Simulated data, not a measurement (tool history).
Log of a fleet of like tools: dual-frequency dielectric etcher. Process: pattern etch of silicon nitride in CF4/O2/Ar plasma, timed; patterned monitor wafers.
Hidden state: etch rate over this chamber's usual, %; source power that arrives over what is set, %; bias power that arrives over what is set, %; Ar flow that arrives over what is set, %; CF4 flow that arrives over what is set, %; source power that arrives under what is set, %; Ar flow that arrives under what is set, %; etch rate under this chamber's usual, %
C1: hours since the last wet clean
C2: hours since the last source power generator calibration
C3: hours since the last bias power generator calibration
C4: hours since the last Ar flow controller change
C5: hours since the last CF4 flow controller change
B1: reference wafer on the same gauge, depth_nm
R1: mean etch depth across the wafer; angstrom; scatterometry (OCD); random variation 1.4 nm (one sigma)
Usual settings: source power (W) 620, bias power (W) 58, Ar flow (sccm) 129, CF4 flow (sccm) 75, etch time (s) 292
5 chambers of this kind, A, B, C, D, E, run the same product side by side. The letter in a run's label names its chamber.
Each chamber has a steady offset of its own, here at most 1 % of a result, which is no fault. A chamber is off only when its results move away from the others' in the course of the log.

Run 1B, hour 6.3: usual settings; C1 241.7; C2 1194.4; C3 2143.1; C4 1986; C5 1582.9; B1 607.13. Result: R1 6582 angstrom.
Run 2D, hour 12: usual settings; C1 367.4; C2 3638.3; C3 1065.3; C4 3796.2; C5 726.5; B1 607.14. Result: R1 6592.8 angstrom.
Run 3E, hour 16.2: usual settings; C1 275.7; C2 2901; C3 1135.1; C4 34.3; C5 3504; B1 607.09. Result: R1 6530.7 angstrom.
Run 4C, hour 23.2: usual settings; C1 105.1; C2 3152.5; C3 2118.2; C4 94.4; C5 2781.5; B1 606.93. Result: R1 6664.8 angstrom.
Run 5A, hour 27.3: usual settings; C1 132.2; C2 2448.4; C3 414; C4 1726.2; C5 4651.3; B1 606.57. Result: R1 6627.5 angstrom.
Run 6E, hour 30.6: usual settings; C1 290.1; C2 2915.4; C3 1149.5; C4 48.7; C5 3518.4; B1 606.66. Result: R1 6531.9 angstrom.
Run 7B, hour 36.8: usual settings; C1 272.2; C2 1224.9; C3 2173.6; C4 2016.5; C5 1613.4; B1 607.47. Result: R1 6598 angstrom.
Run 8D, hour 41.9: usual settings but source power (W) 510, etch time (s) 350.5; C1 397.3; C2 3668.2; C3 1095.2; C4 3826.1; C5 756.4; B1 607.14. Result: R1 6690.8 angstrom.
Run 9C, hour 47.1: usual settings but source power (W) 510, etch time (s) 350.5; C1 129; C2 3176.4; C3 2142.1; C4 118.3; C5 2805.4; B1 606.96. Result: R1 6733.4 angstrom.
Run 10A, hour 51.1: usual settings but source power (W) 510, etch time (s) 350.5; C1 156; C2 2472.2; C3 437.8; C4 1750; C5 4675.1; B1 606.98. Result: R1 6700.6 angstrom.
Run 11E, hour 54.4: usual settings but source power (W) 510, etch time (s) 350.5; C1 313.9; C2 2939.2; C3 1173.3; C4 72.5; C5 3542.2; B1 607.32. Result: R1 6600.7 angstrom.
Run 12A, hour 58.7: usual settings but source power (W) 510, etch time (s) 350.5; C1 163.6; C2 2479.8; C3 445.4; C4 1757.6; C5 4682.7; B1 606.91. Result: R1 6723.9 angstrom.
Run 13B, hour 62.3: usual settings; C1 297.7; C2 1250.4; C3 2199.1; C4 2042; C5 1638.9; B1 606.77. Result: R1 6590.4 angstrom.
Run 14C, hour 69.1: usual settings; C1 151; C2 3198.4; C3 2164.1; C4 140.3; C5 2827.4; B1 607.48. Result: R1 6676.5 angstrom.
Run 15D, hour 73.6: usual settings; C1 429; C2 3699.9; C3 1126.9; C4 3857.8; C5 788.1; B1 606.88. Result: R1 6589.3 angstrom.
Run 16A, hour 80: usual settings; C1 184.9; C2 2501.1; C3 466.7; C4 1778.9; C5 4704; B1 606.75. Result: R1 6625.9 angstrom.
Run 17B, hour 83.3: usual settings but source power (W) 700, CF4 flow (sccm) 65; C1 318.7; C2 1271.4; C3 2220.1; C4 2063; C5 1659.9; B1 607.01. Result: R1 7174.5 angstrom.
Run 18D, hour 88.4: usual settings but source power (W) 700, CF4 flow (sccm) 65; C1 443.8; C2 3714.7; C3 1141.7; C4 3872.6; C5 802.9; B1 606.94. Result: R1 7154.8 angstrom.
Run 19E, hour 92.5: usual settings but source power (W) 700, CF4 flow (sccm) 65; C1 352; C2 2977.3; C3 1211.4; C4 110.6; C5 3580.3; B1 606.93. Result: R1 7062.9 angstrom.
Run 20C, hour 99.5: usual settings but source power (W) 700, CF4 flow (sccm) 65; C1 181.4; C2 3228.8; C3 2194.5; C4 170.7; C5 2857.8; B1 606.66. Result: R1 7249.7 angstrom.
Run 21C, hour 105.9: usual settings but source power (W) 700, CF4 flow (sccm) 65; C1 187.8; C2 3235.2; C3 2200.9; C4 177.1; C5 2864.2; B1 606.93. Result: R1 7224.6 angstrom.
Run 22B, hour 110.4: usual settings; C1 345.8; C2 1298.5; C3 2247.2; C4 2090.1; C5 1687; B1 606.81. Result: R1 6611.4 angstrom.
Run 23E, hour 114.5: usual settings; C1 374; C2 2999.3; C3 1233.4; C4 132.6; C5 3602.3; B1 606.82. Result: R1 6517.4 angstrom.
Run 24D, hour 118.3: usual settings; C1 473.7; C2 3744.6; C3 1171.6; C4 3902.5; C5 832.8; B1 607.09. Result: R1 6600.5 angstrom.
Run 25A, hour 123: usual settings; C1 227.9; C2 2544.1; C3 509.7; C4 1821.9; C5 4747; B1 606.9. Result: R1 6634.3 angstrom.
Run 26D, hour 127: usual settings; C1 482.4; C2 3753.3; C3 1180.3; C4 3911.2; C5 841.5; B1 606.96. Result: R1 6565.8 angstrom.
Run 27A, hour 130.5: usual settings; C1 235.4; C2 2551.6; C3 517.2; C4 1829.4; C5 4754.5; B1 606.89. Result: R1 6651.1 angstrom.
Run 28C, hour 137.3: usual settings but etch time (s) 358.5; C1 219.2; C2 3266.6; C3 2232.3; C4 208.5; C5 2895.6; B1 606.83. Result: R1 8181.2 angstrom.
Run 29E, hour 142.5: usual settings but etch time (s) 358.5; C1 402; C2 3027.3; C3 1261.4; C4 160.6; C5 3630.3; B1 606.83. Result: R1 7933.2 angstrom.
Run 30B, hour 147.3: usual settings but etch time (s) 358.5; C1 382.7; C2 1335.4; C3 2284.1; C4 2127; C5 1723.9; B1 606.99. Result: R1 8063.4 angstrom.
Run 31C, hour 151.3: usual settings but etch time (s) 358.5; C1 233.2; C2 3280.6; C3 2246.3; C4 222.5; C5 2909.6; B1 606.94. Result: R1 8170.9 angstrom.
At hour 152.6: chamber A: CF4 flow controller replaced.
At hour 153.8: chamber B: Ar flow controller replaced.
Run 32B, hour 155.6: usual settings but etch time (s) 358.5; C1 391; C2 1343.7; C3 2292.4; C4 1.8; C5 1732.2; B1 606.69. Result: R1 8066.6 angstrom.
Run 33A, hour 160.5: usual settings; C1 265.4; C2 2581.6; C3 547.2; C4 1859.4; C5 7.9; B1 607.09. Result: R1 6653.5 angstrom.
Run 34E, hour 164.4: usual settings; C1 423.9; C2 3049.2; C3 1283.3; C4 182.5; C5 3652.2; B1 606.81. Result: R1 6443.4 angstrom.
Run 35D, hour 167.6: usual settings; C1 523; C2 3793.9; C3 1220.9; C4 3951.8; C5 882.1; B1 606.69. Result: R1 6573.5 angstrom.
Run 36D, hour 171.6: usual settings; C1 527; C2 3797.9; C3 1224.9; C4 3955.8; C5 886.1; B1 607.26. Result: R1 6578.4 angstrom.
Run 37A, hour 177: usual settings; C1 281.9; C2 2598.1; C3 563.7; C4 1875.9; C5 24.4; B1 607.2. Result: R1 6602.4 angstrom.
Run 38B, hour 182.4: usual settings; C1 417.8; C2 1370.5; C3 2319.2; C4 28.6; C5 1759; B1 606.88. Result: R1 6576.3 angstrom.
Run 39E, hour 185.5: usual settings but CF4 flow (sccm) 85, etch time (s) 375.5; C1 445; C2 3070.3; C3 1304.4; C4 203.6; C5 3673.3; B1 607.3. Result: R1 8439.1 angstrom.
Run 40C, hour 188.9: usual settings but CF4 flow (sccm) 85, etch time (s) 375.5; C1 270.8; C2 3318.2; C3 2283.9; C4 260.1; C5 2947.2; B1 607.15. Result: R1 8711 angstrom.
Run 41A, hour 192.2: usual settings but CF4 flow (sccm) 85, etch time (s) 375.5; C1 297.1; C2 2613.3; C3 578.9; C4 1891.1; C5 39.6; B1 606.94. Result: R1 8680.5 angstrom.
Run 42C, hour 196.9: usual settings but CF4 flow (sccm) 85, etch time (s) 375.5; C1 278.8; C2 3326.2; C3 2291.9; C4 268.1; C5 2955.2; B1 607.1. Result: R1 8708.2 angstrom.
Run 43B, hour 202: usual settings but CF4 flow (sccm) 85, etch time (s) 375.5; C1 437.4; C2 1390.1; C3 2338.8; C4 48.2; C5 1778.6; B1 606.86. Result: R1 8650.8 angstrom.

All 5 chambers run these settings next. Forecast each chamber's results:
Run 44A, hour 207.1: usual settings. Result: R1 ?.
Run 44B, hour 207.1: usual settings. Result: R1 ?.
Run 44C, hour 207.1: usual settings. Result: R1 ?.
Run 44D, hour 207.1: usual settings. Result: R1 ?.
Run 44E, hour 207.1: usual settings. Result: R1 ?.

run      R1
44A  6650.2
44B  6576.7
44C  6659.2
44D  6602.5
44E    6454
